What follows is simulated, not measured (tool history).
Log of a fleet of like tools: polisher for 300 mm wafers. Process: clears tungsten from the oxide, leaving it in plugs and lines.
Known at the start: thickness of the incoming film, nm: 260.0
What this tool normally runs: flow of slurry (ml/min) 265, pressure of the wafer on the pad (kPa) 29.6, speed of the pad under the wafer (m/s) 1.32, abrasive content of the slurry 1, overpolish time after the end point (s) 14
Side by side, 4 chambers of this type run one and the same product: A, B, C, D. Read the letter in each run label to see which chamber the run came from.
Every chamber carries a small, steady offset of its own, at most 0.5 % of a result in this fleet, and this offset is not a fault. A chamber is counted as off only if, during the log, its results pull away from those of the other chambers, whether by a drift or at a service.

run   hour  flow of slurry (ml/min)  pressure of the wafer on the pad (kPa)  speed of the pad under the wafer (m/s)  abrasive content of the slurry  overpolish time after the end point (s)  time until the end point was called (s)
       4.2  -- chamber C: slurry tank refilled with fresh slurry and peroxide
 1D    5.7                      265                                    29.6                                    1.32                               1                                       14                                   31.951
       8.4  -- chamber C: worn pad replaced by a new one
 2A   11.8                      265                                    29.6                                    1.32                               1                                       14                                   32.031
      15.0  -- chamber D: slurry tank refilled with fresh slurry and peroxide
 3B   21.9                      265                                    29.6                                    1.32                               1                                       14                                   32.668
      22.7  -- chamber A: worn pad replaced by a new one
 4C   26.5                      265                                    29.6                                    1.32                               1                                       14                                   32.050
      27.8  -- chamber C: slurry blender recalibrated
      31.8  -- chamber A: slurry tank refilled with fresh slurry and peroxide
      33.1  -- chamber B: slurry tank refilled with fresh slurry and peroxide
 5A   33.9                      265                                    29.6                                    1.32                               1                                       14                                   32.354
 6D   44.1                      265                                    29.6                                    1.32                               1                                       14                                   31.851
      46.6  -- chamber B: worn pad replaced by a new one
 7B   51.1                      265                                    29.6                                    1.32                               1                                       14                                   32.233
      57.0  -- chamber B: slurry blender recalibrated
 8C   57.8                      265                                    33.8                                    1.32                               1                                        9                                   28.646
 9B   62.5                      265                                    33.8                                    1.32                               1                                        9                                   28.030
10A   72.2                      265                                    33.8                                    1.32                               1                                        9                                   28.439
      73.3  -- chamber A: worn pad replaced by a new one
11C   79.0                      265                                    33.8                                    1.32                               1                                        9                                   28.017
      79.7  -- chamber D: worn pad replaced by a new one
      84.0  -- chamber A: slurry tank refilled with fresh slurry and peroxide
12D   84.2                      220                                    29.6                                    1.32                               1                                       14                                   32.392
      85.1  -- chamber C: worn pad replaced by a new one
13B   90.9                      220                                    29.6                                    1.32                               1                                       14                                   33.044
      92.4  -- chamber D: slurry tank refilled with fresh slurry and peroxide
14D  100.0                      220                                    29.6                                    1.32                               1                                       14                                   32.403
15A  109.4                      220                                    29.6                                    1.32                               1                                       14                                   32.798
     114.7  -- chamber B: worn pad replaced by a new one
16C  119.9                      265                                    29.6                                    1.32                               1                                       14                                   32.159
     123.4  -- chamber A: worn pad replaced by a new one
17C  126.6                      265                                    29.6                                    1.32                               1                                       14                                   31.869
     134.1  -- chamber A: slurry tank refilled with fresh slurry and peroxide
     134.6  -- chamber C: slurry tank refilled with fresh slurry and peroxide
18B  134.9                      265                                    29.6                                    1.32                               1                                       14                                   32.187
19A  144.8                      265                                    29.6                                    1.32                               1                                       14                                   32.660
     148.9  -- chamber A: head pressure recalibrated
20D  151.3                      265                                    29.6                                    1.32                               1                                       14                                   31.891
     155.6  -- chamber A: slurry blender recalibrated
21C  160.3                      265                                    29.6                                    1.32                               1                                       14                                   31.654
     160.5  -- chamber B: slurry tank refilled with fresh slurry and peroxide
22D  169.1                      355                                    29.6                                    1.76                               1                                       14                                   22.896
23A  174.6                      355                                    29.6                                    1.76                               1                                       14                                   23.419
     177.0  -- chamber D: worn pad replaced by a new one
     180.6  -- chamber B: slurry blender recalibrated
24B  180.7                      355                                    29.6                                    1.76                               1                                       14                                   23.645
     182.1  -- chamber D: slurry tank refilled with fresh slurry and peroxide
25D  188.1                      355                                    29.6                                    1.76                               1                                       14                                   23.113

Decide between three cases: one chamber stands off from its peers, the gauge reading all wafers drifts, or nothing is wrong past each chamber's small offset. Where a chamber is off, say which and what most likely put it there.

Nothing is wrong: each chamber keeps only its own small, steady offset and the gauge holds still.

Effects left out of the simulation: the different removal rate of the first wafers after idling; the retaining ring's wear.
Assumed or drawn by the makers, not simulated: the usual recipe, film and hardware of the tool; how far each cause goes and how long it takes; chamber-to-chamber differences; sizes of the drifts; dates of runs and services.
